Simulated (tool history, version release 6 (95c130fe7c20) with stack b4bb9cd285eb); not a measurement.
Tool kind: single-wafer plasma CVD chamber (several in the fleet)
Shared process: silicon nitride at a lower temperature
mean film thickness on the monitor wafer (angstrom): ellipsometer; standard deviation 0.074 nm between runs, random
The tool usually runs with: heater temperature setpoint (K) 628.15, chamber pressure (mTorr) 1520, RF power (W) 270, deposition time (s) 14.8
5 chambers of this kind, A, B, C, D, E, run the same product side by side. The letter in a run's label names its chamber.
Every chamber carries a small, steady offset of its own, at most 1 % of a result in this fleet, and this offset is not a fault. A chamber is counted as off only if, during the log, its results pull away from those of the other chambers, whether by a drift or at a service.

| run | hour | heater temperature setpoint (K) | chamber pressure (mTorr) | RF power (W) | deposition time (s) | read-back reference wafer on the same gauge, thickness_nm | mean film thickness on the monitor wafer (angstrom) |
|---|---|---|---|---|---|---|---|
| 1E | 14 | 628.15 | 1520 | 270 | 14.8 | 14.191 | 158.43 |
| 2B | 24.4 | 628.15 | 1520 | 270 | 14.8 | 14.196 | 158.43 |
| 3D | 32.6 | 628.15 | 1520 | 270 | 14.8 | 14.195 | 159 |
|  | 34.4 | chamber E: capacitance manometer re-zeroed and calibrated |
| 4A | 44.6 | 628.15 | 1520 | 270 | 14.8 | 14.199 | 161.33 |
| 5C | 57.3 | 628.15 | 1520 | 270 | 14.8 | 14.212 | 160.38 |
| 6C | 67.2 | 628.15 | 1520 | 270 | 14.8 | 14.214 | 159.77 |
| 7E | 77.4 | 628.15 | 1520 | 270 | 14.8 | 14.195 | 159.27 |
| 8B | 87.6 | 628.15 | 1520 | 270 | 14.8 | 14.198 | 159.2 |
| 9A | 99.1 | 628.15 | 1520 | 270 | 14.8 | 14.195 | 159.96 |
| 10D | 113 | 628.15 | 1520 | 270 | 14.8 | 14.213 | 157.4 |
| 11B | 121.3 | 628.15 | 1520 | 270 | 14.8 | 14.197 | 159.38 |
| 12D | 129.2 | 628.15 | 1520 | 270 | 14.8 | 14.201 | 157.36 |
| 13E | 137.1 | 628.15 | 1520 | 270 | 14.8 | 14.202 | 158.55 |
| 14A | 152.8 | 628.15 | 1520 | 305 | 16.2 | 14.19 | 190.4 |
| 15C | 162.8 | 628.15 | 1520 | 305 | 16.2 | 14.207 | 190.57 |
| 16A | 172 | 628.15 | 1520 | 305 | 16.2 | 14.208 | 191.51 |
| 17D | 181.9 | 628.15 | 1520 | 305 | 16.2 | 14.185 | 187.85 |
| 18B | 195.3 | 628.15 | 1520 | 305 | 16.2 | 14.202 | 189 |
| 19E | 209.2 | 628.15 | 1260 | 245 | 14.8 | 14.204 | 139.59 |
|  | 211.6 | chamber B: thermocouple changed; heater temperature recalibrated |
| 20C | 225 | 628.15 | 1260 | 245 | 14.8 | 14.198 | 141.46 |
| 21C | 233.8 | 628.15 | 1260 | 245 | 14.8 | 14.202 | 142.19 |
| 22B | 241.7 | 628.15 | 1260 | 245 | 14.8 | 14.181 | 142.34 |
| 23E | 249 | 628.15 | 1260 | 245 | 14.8 | 14.206 | 140.23 |
| 24D | 262.5 | 628.15 | 1520 | 270 | 14.8 | 14.194 | 158 |
| 25A | 272.3 | 628.15 | 1520 | 270 | 14.8 | 14.218 | 155.96 |
|  | 273 | chamber B: capacitance manometer re-zeroed and calibrated |
| 26D | 280.6 | 628.15 | 1520 | 270 | 13 | 14.194 | 140.31 |
|  | 293.7 | chamber B: RF generator calibrated |
| 27B | 294.6 | 628.15 | 1520 | 270 | 13 | 14.206 | 139.3 |
|  | 302.2 | chamber D: thermocouple changed; heater temperature recalibrated |
| 28A | 309.1 | 628.15 | 1520 | 270 | 13 | 14.204 | 137.3 |
| 29E | 323.1 | 628.15 | 1520 | 270 | 13 | 14.187 | 138.7 |
| 30C | 332.2 | 628.15 | 1520 | 270 | 13 | 14.198 | 141.18 |
| 31C | 347 | 628.15 | 1520 | 270 | 14.8 | 14.193 | 160.63 |
| 32B | 360.7 | 628.15 | 1520 | 270 | 14.8 | 14.216 | 158.68 |
| 33E | 374 | 628.15 | 1520 | 270 | 14.8 | 14.19 | 159.84 |
| 34D | 385 | 628.15 | 1520 | 270 | 14.8 | 14.194 | 158.06 |
| 35A | 392.2 | 628.15 | 1520 | 270 | 14.8 | 14.203 | 152.14 |

One chamber off, gauge drift, or nothing amiss beyond the chambers' own small offsets? If it is a chamber, which one, and what is the likeliest cause?

Little by little, chamber A moves away from the other chambers.
Cause: delivered RF power below the setpoint (%) = 6.81.

Below are 4 candidate recipes for chamber A's next run, each the usual settings with a change, their results shown as question marks. Which of them brings A's results back in line with what the other chambers give on the usual settings?
Allowed miss from the other chambers' usual-settings mean, per result, to count as in line: mean film thickness on the monitor wafer (angstrom) 2.6
| 36A-1 | 403.8 | 628.15 | 1520 | 270 | 14.9 |  | ? |
| 36A-2 | 403.8 | 628.15 | 1540 | 275 | 15.2 |  | ? |
| 36A-3 | 403.8 | 628.15 | 1520 | 270 | 14.7 |  | ? |
| 36A-4 | 403.8 | 628.15 | 1520 | 270 | 14.2 |  | ? |

The other chambers' mean on the usual settings: mean film thickness on the monitor wafer (angstrom) 159.12
| run | mean film thickness on the monitor wafer (angstrom) |
|---|---|
| 36A-1 | 153.57 |
| 36A-2 | 159.27 |
| 36A-3 | 151.51 |
| 36A-4 | 146.37 |
The right change is 36A-2: it brings the chamber back within the allowed miss of the others.

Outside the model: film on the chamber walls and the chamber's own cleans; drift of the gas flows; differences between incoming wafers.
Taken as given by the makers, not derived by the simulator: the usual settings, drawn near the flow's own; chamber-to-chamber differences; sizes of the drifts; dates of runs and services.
